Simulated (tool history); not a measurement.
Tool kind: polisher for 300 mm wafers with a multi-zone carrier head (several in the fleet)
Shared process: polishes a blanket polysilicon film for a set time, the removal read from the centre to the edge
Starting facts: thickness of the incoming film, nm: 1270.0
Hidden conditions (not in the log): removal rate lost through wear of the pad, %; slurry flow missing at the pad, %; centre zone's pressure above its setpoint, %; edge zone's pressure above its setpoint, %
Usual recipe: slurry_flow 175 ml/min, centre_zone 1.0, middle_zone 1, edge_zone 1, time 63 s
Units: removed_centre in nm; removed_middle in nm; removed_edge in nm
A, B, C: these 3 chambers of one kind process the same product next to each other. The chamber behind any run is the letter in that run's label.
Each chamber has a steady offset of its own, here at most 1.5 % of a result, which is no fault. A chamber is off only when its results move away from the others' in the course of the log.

run	hour	slurry_flow	centre_zone	middle_zone	edge_zone	time	wafers polished on this pad	hours since the slurry nozzle was cleaned	hours since the centre zone pressure was calibrated	hours since the edge zone pressure was calibrated	removed_centre	removed_middle	removed_edge
# hour 2.5: chamber C: worn pad replaced by a new one
# hour 12.2: chamber A: worn pad replaced by a new one
1A	12.5	175	1.0	1	1	63	4	591.5	458.7	79.6	420.98	418.42	417.11
# hour 15.1: chamber B: edge zone pressure recalibrated
2B	19.5	175	1.0	1	1	63	710	479.6	336.2	4.4	419.78	409.60	420.82
# hour 20.4: chamber B: worn pad replaced by a new one
# hour 25.7: chamber C: centre zone pressure recalibrated
3C	28.4	175	1.0	1	1	63	339	145.0	2.7	402.3	422.46	419.46	410.62
4C	37.5	175	1.0	1	1	63	459	154.1	11.8	411.4	421.49	419.37	418.22
5B	44.7	175	0.9	1	1	83	319	504.8	361.4	29.6	480.03	539.66	558.74
6A	53.0	175	0.9	1	1	83	534	632.0	499.2	120.1	508.20	553.41	561.64
# hour 54.3: chamber A: slurry nozzle cleaned
7A	62.7	175	0.9	1	1	83	661	8.4	508.9	129.8	501.55	556.04	563.90
# hour 65.0: chamber C: worn pad replaced by a new one
8C	73.8	175	1.0	1	1	63	115	190.4	48.1	447.7	420.05	425.25	422.68
# hour 83.2: chamber B: worn pad replaced by a new one
9B	86.7	175	1.0	1	1	63	46	546.8	403.4	71.6	432.49	413.12	430.80
# hour 95.3: chamber A: worn pad replaced by a new one
10C	99.3	175	1.0	1	1	63	448	215.9	73.6	473.2	425.60	429.26	419.09
11A	108.7	175	1.0	1	1	63	175	54.4	554.9	175.8	432.68	422.19	419.09
12B	119.8	175	1.0	1	1	63	479	579.9	436.5	104.7	424.01	419.67	432.55
13C	132.4	175	1.0	1	1	63	882	249.0	106.7	506.3	427.53	417.31	423.35
14B	141.1	175	1.0	1	1	63	758	601.2	457.8	126.0	406.18	415.40	423.96
# hour 144.0: chamber B: worn pad replaced by a new one
# hour 148.3: chamber C: worn pad replaced by a new one
15A	154.9	175	1.0	1	1	63	780	100.6	601.1	222.0	430.11	417.82	429.69
16A	166.7	175	1.0	1	1	63	934	112.4	612.9	233.8	430.49	411.63	421.49
17B	174.5	175	1.0	1	1	63	400	634.6	491.2	159.4	409.12	406.68	405.50
18C	181.5	175	1.0	1	1	63	435	298.1	155.8	555.4	431.72	415.32	420.37
# hour 185.6: chamber A: worn pad replaced by a new one
19A	192.9	175	1.0	1	1	63	96	138.6	639.1	260.0	431.99	413.76	422.83
20C	201.3	175	1.0	1	1	63	694	317.9	175.6	575.2	429.99	417.65	419.25
21B	209.3	175	1.0	1	1	63	855	669.4	526.0	194.2	403.14	396.32	400.02
# hour 210.0: chamber B: worn pad replaced by a new one
# hour 211.8: chamber C: worn pad replaced by a new one
22A	216.3	175	1.0	1	1	63	402	162.0	662.5	283.4	423.26	426.89	421.99
23B	224.6	175	1.0	1	1	63	192	684.7	541.3	209.5	394.01	396.68	401.78
24C	238.1	175	1.0	1	1	77	345	354.7	212.4	612.0	513.33	515.40	509.36
# hour 240.3: chamber A: edge zone pressure recalibrated
25A	248.6	175	1.0	1	1	77	825	194.3	694.8	8.3	523.58	516.68	499.12
26C	256.9	175	1.0	1	1	77	591	373.5	231.2	630.8	526.86	509.48	517.41
# hour 264.2: chamber C: edge zone pressure recalibrated
27B	264.4	175	1.0	1	1	63	713	724.5	581.1	249.3	380.53	386.80	402.87
# hour 268.0: chamber B: worn pad replaced by a new one
28B	271.6	175	1.0	1	1	63	47	731.7	588.3	256.5	389.69	386.12	404.71
29C	280.0	175	1.0	1	1	63	893	396.6	254.3	15.8	427.95	423.68	426.92

Decide between three cases: one chamber stands off from its peers, the gauge reading all wafers drifts, or nothing is wrong past each chamber's small offset. Where a chamber is off, say which and what most likely put it there.

One chamber, B, drifts off from the rest bit by bit.
What lies behind it: slurry flow missing at the pad, % = 36.3.

Below are 4 candidate recipes for chamber B's next run, each the usual settings with a change, their results shown as question marks. Which of them brings B's results back in line with what the other chambers give on the usual settings?
A result is in line if it is within this distance of the other chambers' mean on the usual settings: removed_centre 21.00 nm; removed_middle 16.00 nm; removed_edge 21.00 nm
30B-1	290.3	185	1.04	1.02	0.97	67					?	?	?
30B-2	290.3	200	1.09	1.04	0.94	72					?	?	?
30B-3	290.3	155	0.92	0.96	1.05	55					?	?	?
30B-4	290.3	165	0.96	0.98	1.03	59					?	?	?

The other chambers' mean on the usual settings: removed_centre 426.82 nm; removed_middle 419.06 nm; removed_edge 422.01 nm
run	removed_centre	removed_middle	removed_edge
30B-1	416.97	415.78	418.64
30B-2	481.21	463.23	448.09
30B-3	284.03	308.02	347.57
30B-4	325.59	342.68	373.25
With 30B-1, the chamber falls back in line with the rest.

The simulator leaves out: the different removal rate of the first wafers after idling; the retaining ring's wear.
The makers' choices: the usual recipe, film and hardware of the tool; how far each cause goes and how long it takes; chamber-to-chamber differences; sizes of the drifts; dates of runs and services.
